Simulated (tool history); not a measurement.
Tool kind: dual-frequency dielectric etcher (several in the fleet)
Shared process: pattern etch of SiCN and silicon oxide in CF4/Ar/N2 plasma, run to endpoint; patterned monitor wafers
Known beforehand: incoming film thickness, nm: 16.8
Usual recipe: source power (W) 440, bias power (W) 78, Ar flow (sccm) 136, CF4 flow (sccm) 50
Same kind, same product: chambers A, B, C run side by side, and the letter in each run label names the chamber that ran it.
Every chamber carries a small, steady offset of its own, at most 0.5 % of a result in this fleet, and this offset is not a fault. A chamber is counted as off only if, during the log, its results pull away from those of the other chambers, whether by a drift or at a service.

| run | day | source power (W) | bias power (W) | Ar flow (sccm) | CF4 flow (sccm) | endpoint time (s) |
|---|---|---|---|---|---|---|
| 1C | 0.375 | 440 | 78 | 136 | 50 | 21.381 |
| 2B | 0.612 | 440 | 78 | 136 | 50 | 21.371 |
| 3A | 1.075 | 440 | 78 | 136 | 50 | 21.321 |
| 4C | 1.333 | 440 | 78 | 136 | 50 | 21.407 |
| 5B | 1.825 | 440 | 78 | 136 | 50 | 21.437 |
| 6A | 2.296 | 440 | 78 | 136 | 50 | 21.325 |
| 7A | 2.767 | 440 | 66 | 136 | 50 | 22.734 |
| 8C | 3.158 | 440 | 66 | 136 | 50 | 22.817 |
| 9B | 3.408 | 440 | 66 | 136 | 50 | 22.795 |
| 10B | 3.792 | 440 | 78 | 136 | 50 | 21.465 |
| 11A | 4.1 | 440 | 78 | 136 | 50 | 21.333 |
| 12C | 4.596 | 440 | 78 | 136 | 50 | 21.226 |
| 13C | 5.079 | 440 | 78 | 136 | 58 | 20.906 |
| 14A | 5.308 | 440 | 78 | 136 | 58 | 20.808 |
| 15B | 5.767 | 440 | 78 | 136 | 58 | 20.887 |
| 16C | 6.129 | 440 | 78 | 136 | 50 | 21.444 |
| 17A | 6.496 | 440 | 78 | 136 | 50 | 21.336 |
|  | 6.667 | chamber A: wet clean of the chamber |
| 18B | 6.779 | 440 | 78 | 156 | 50 | 21.993 |
| 19C | 7.058 | 440 | 78 | 156 | 50 | 21.812 |
| 20A | 7.396 | 440 | 78 | 156 | 50 | 22.202 |
| 21B | 7.675 | 440 | 78 | 136 | 50 | 21.446 |
|  | 7.8 | chamber A: source power generator calibrated |
| 22A | 8.054 | 440 | 78 | 136 | 50 | 21.786 |
| 23B | 8.412 | 440 | 78 | 136 | 50 | 21.447 |
| 24C | 8.662 | 500 | 78 | 136 | 41 | 19.689 |
| 25C | 9.071 | 500 | 78 | 136 | 41 | 19.832 |
| 26B | 9.362 | 500 | 78 | 136 | 41 | 19.791 |
| 27A | 9.65 | 440 | 78 | 136 | 50 | 21.759 |
| 28B | 10.133 | 440 | 78 | 136 | 50 | 21.391 |
| 29A | 10.646 | 440 | 78 | 136 | 50 | 21.856 |
| 30C | 11.075 | 440 | 78 | 136 | 50 | 21.44 |
| 31B | 11.296 | 440 | 78 | 136 | 56 | 21.065 |
| 32C | 11.696 | 440 | 78 | 136 | 56 | 21.095 |
| 33A | 12.079 | 440 | 78 | 136 | 56 | 21.379 |
| 34A | 12.488 | 440 | 78 | 136 | 50 | 21.87 |

Predict what each chamber gives when all 3 of them run the settings below next.
| 35A | 12.854 | 440 | 78 | 136 | 50 | ? |
| 35B | 12.854 | 440 | 78 | 136 | 50 | ? |
| 35C | 12.854 | 440 | 78 | 136 | 50 | ? |

| run | endpoint time (s) |
|---|---|
| 35A | 21.855 |
| 35B | 21.501 |
| 35C | 21.421 |
